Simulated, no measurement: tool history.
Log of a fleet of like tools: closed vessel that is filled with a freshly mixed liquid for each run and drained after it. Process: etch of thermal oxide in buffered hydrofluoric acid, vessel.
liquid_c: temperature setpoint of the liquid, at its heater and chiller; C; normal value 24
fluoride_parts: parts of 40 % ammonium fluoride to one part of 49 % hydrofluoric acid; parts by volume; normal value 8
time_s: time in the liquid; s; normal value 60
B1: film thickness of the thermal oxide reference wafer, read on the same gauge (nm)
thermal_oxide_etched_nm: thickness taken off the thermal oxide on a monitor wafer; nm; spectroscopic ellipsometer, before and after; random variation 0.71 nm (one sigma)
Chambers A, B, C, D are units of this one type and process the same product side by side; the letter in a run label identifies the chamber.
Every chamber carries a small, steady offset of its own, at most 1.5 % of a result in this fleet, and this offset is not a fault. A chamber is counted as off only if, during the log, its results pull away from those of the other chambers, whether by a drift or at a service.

{"run": "1A", "hour": 12.0, "liquid_c": 24, "fluoride_parts": 8, "time_s": 60, "B1": 100.02, "thermal_oxide_etched_nm": 86.61}
{"run": "2D", "hour": 23.2, "liquid_c": 24, "fluoride_parts": 8, "time_s": 60, "B1": 99.993, "thermal_oxide_etched_nm": 86.91}
{"run": "3C", "hour": 30.6, "liquid_c": 24, "fluoride_parts": 8, "time_s": 60, "B1": 99.997, "thermal_oxide_etched_nm": 89.35}
{"run": "4B", "hour": 42.4, "liquid_c": 24, "fluoride_parts": 8, "time_s": 60, "B1": 99.997, "thermal_oxide_etched_nm": 86.425}
{"run": "5A", "hour": 52.8, "liquid_c": 24, "fluoride_parts": 8, "time_s": 60, "B1": 99.983, "thermal_oxide_etched_nm": 88.065}
{"run": "6C", "hour": 63.1, "liquid_c": 24, "fluoride_parts": 8, "time_s": 60, "B1": 99.984, "thermal_oxide_etched_nm": 88.525}
{"run": "7B", "hour": 69.7, "liquid_c": 24, "fluoride_parts": 8, "time_s": 60, "B1": 99.977, "thermal_oxide_etched_nm": 86.515}
{"run": "8D", "hour": 80.8, "liquid_c": 24, "fluoride_parts": 8, "time_s": 60, "B1": 99.993, "thermal_oxide_etched_nm": 87.083}
{"run": "9B", "hour": 93.7, "liquid_c": 24, "fluoride_parts": 8, "time_s": 60, "B1": 99.987, "thermal_oxide_etched_nm": 87.242}
{"run": "10C", "hour": 102.6, "liquid_c": 24, "fluoride_parts": 8, "time_s": 60, "B1": 99.995, "thermal_oxide_etched_nm": 88.608}
{"run": "11D", "hour": 110.8, "liquid_c": 24, "fluoride_parts": 7, "time_s": 30, "B1": 99.996, "thermal_oxide_etched_nm": 50.019}
{"run": "12A", "hour": 120.1, "liquid_c": 24, "fluoride_parts": 7, "time_s": 30, "B1": 100.01, "thermal_oxide_etched_nm": 50.497}
{"run": "13B", "hour": 130.5, "liquid_c": 24, "fluoride_parts": 7, "time_s": 30, "B1": 100, "thermal_oxide_etched_nm": 50.07}
{"run": "14A", "hour": 143.6, "liquid_c": 24, "fluoride_parts": 7, "time_s": 30, "B1": 100.03, "thermal_oxide_etched_nm": 51.056}
{"run": "15D", "hour": 154.7, "liquid_c": 24, "fluoride_parts": 8, "time_s": 60, "B1": 99.994, "thermal_oxide_etched_nm": 87.746}
{"run": "16C", "hour": 167.9, "liquid_c": 24, "fluoride_parts": 8, "time_s": 60, "B1": 100, "thermal_oxide_etched_nm": 87.863}
{"run": "17C", "hour": 174.2, "liquid_c": 24, "fluoride_parts": 8, "time_s": 60, "B1": 100.01, "thermal_oxide_etched_nm": 88.989}
{"run": "18A", "hour": 180.5, "liquid_c": 24, "fluoride_parts": 8, "time_s": 60, "B1": 100.04, "thermal_oxide_etched_nm": 91.621}
{"run": "19D", "hour": 186.9, "liquid_c": 24, "fluoride_parts": 8, "time_s": 60, "B1": 99.978, "thermal_oxide_etched_nm": 87.538}
{"run": "20B", "hour": 196.7, "liquid_c": 24, "fluoride_parts": 8, "time_s": 60, "B1": 99.988, "thermal_oxide_etched_nm": 87.089}
{"run": "21C", "hour": 204.5, "liquid_c": 19, "fluoride_parts": 8, "time_s": 40, "B1": 99.992, "thermal_oxide_etched_nm": 45.12}
{"run": "22A", "hour": 215.4, "liquid_c": 19, "fluoride_parts": 8, "time_s": 40, "B1": 100.01, "thermal_oxide_etched_nm": 46.811}
{"run": "23B", "hour": 223.2, "liquid_c": 19, "fluoride_parts": 8, "time_s": 40, "B1": 99.996, "thermal_oxide_etched_nm": 44.029}
{"run": "24D", "hour": 234.8, "liquid_c": 19, "fluoride_parts": 8, "time_s": 40, "B1": 100.01, "thermal_oxide_etched_nm": 43.901}
{"run": "25D", "hour": 246.9, "liquid_c": 24, "fluoride_parts": 8, "time_s": 60, "B1": 100.01, "thermal_oxide_etched_nm": 88.119}
{"run": "26B", "hour": 254.3, "liquid_c": 24, "fluoride_parts": 8, "time_s": 60, "B1": 99.989, "thermal_oxide_etched_nm": 86.774}
{"hour": 259.9, "done": "chamber B: hydrofluoric acid flow meter replaced"}
{"run": "27C", "hour": 264.9, "liquid_c": 24, "fluoride_parts": 8, "time_s": 60, "B1": 99.988, "thermal_oxide_etched_nm": 88.161}
{"run": "28A", "hour": 277.3, "liquid_c": 24, "fluoride_parts": 8, "time_s": 60, "B1": 99.991, "thermal_oxide_etched_nm": 95.174}
{"run": "29B", "hour": 283.2, "liquid_c": 24, "fluoride_parts": 8, "time_s": 60, "B1": 99.996, "thermal_oxide_etched_nm": 87.054}
{"run": "30A", "hour": 289.6, "liquid_c": 24, "fluoride_parts": 8, "time_s": 60, "B1": 99.999, "thermal_oxide_etched_nm": 96.827}
{"run": "31D", "hour": 297.9, "liquid_c": 22, "fluoride_parts": 8, "time_s": 60, "B1": 99.985, "thermal_oxide_etched_nm": 79.162}
{"run": "32C", "hour": 306.8, "liquid_c": 22, "fluoride_parts": 8, "time_s": 60, "B1": 100.01, "thermal_oxide_etched_nm": 80.483}
{"run": "33A", "hour": 319.0, "liquid_c": 22, "fluoride_parts": 8, "time_s": 60, "B1": 99.989, "thermal_oxide_etched_nm": 86.77}

Has any chamber moved away from the others, gradually or after a service, or does the common gauge drift, or do the chambers differ only by their own small steady offsets? State the chamber and the most likely cause if one applies.

Little by little, chamber A moves away from the other chambers.
What lies behind it: hydrofluoric acid flow above the setpoint (%) = 11.
Not necessarily distinguishable in this log from: liquid hotter than its thermometer reads (K).

Which of the 4 candidates below, each the usual settings with something changed and its results left as question marks, puts chamber A back in line with what the other chambers give on the usual settings?
Maximum distance from the other chambers' mean on the usual settings for a result to count as in line: thermal_oxide_etched_nm 2.5 nm
{"run": "34A-1", "hour": 328.7, "liquid_c": 23.5, "fluoride_parts": 8, "time_s": 55, "thermal_oxide_etched_nm": "?"}
{"run": "34A-2", "hour": 328.7, "liquid_c": 24.5, "fluoride_parts": 8, "time_s": 60, "thermal_oxide_etched_nm": "?"}
{"run": "34A-3", "hour": 328.7, "liquid_c": 25, "fluoride_parts": 7.5, "time_s": 60, "thermal_oxide_etched_nm": "?"}
{"run": "34A-4", "hour": 328.7, "liquid_c": 23.5, "fluoride_parts": 8, "time_s": 60, "thermal_oxide_etched_nm": "?"}

The other chambers' mean on the usual settings: thermal_oxide_etched_nm 87.46 nm
run=34A-1 thermal_oxide_etched_nm=86.965
run=34A-2 thermal_oxide_etched_nm=100.18
run=34A-3 thermal_oxide_etched_nm=109.48
run=34A-4 thermal_oxide_etched_nm=94.871
34A-1 puts the chamber back in line with the other chambers.

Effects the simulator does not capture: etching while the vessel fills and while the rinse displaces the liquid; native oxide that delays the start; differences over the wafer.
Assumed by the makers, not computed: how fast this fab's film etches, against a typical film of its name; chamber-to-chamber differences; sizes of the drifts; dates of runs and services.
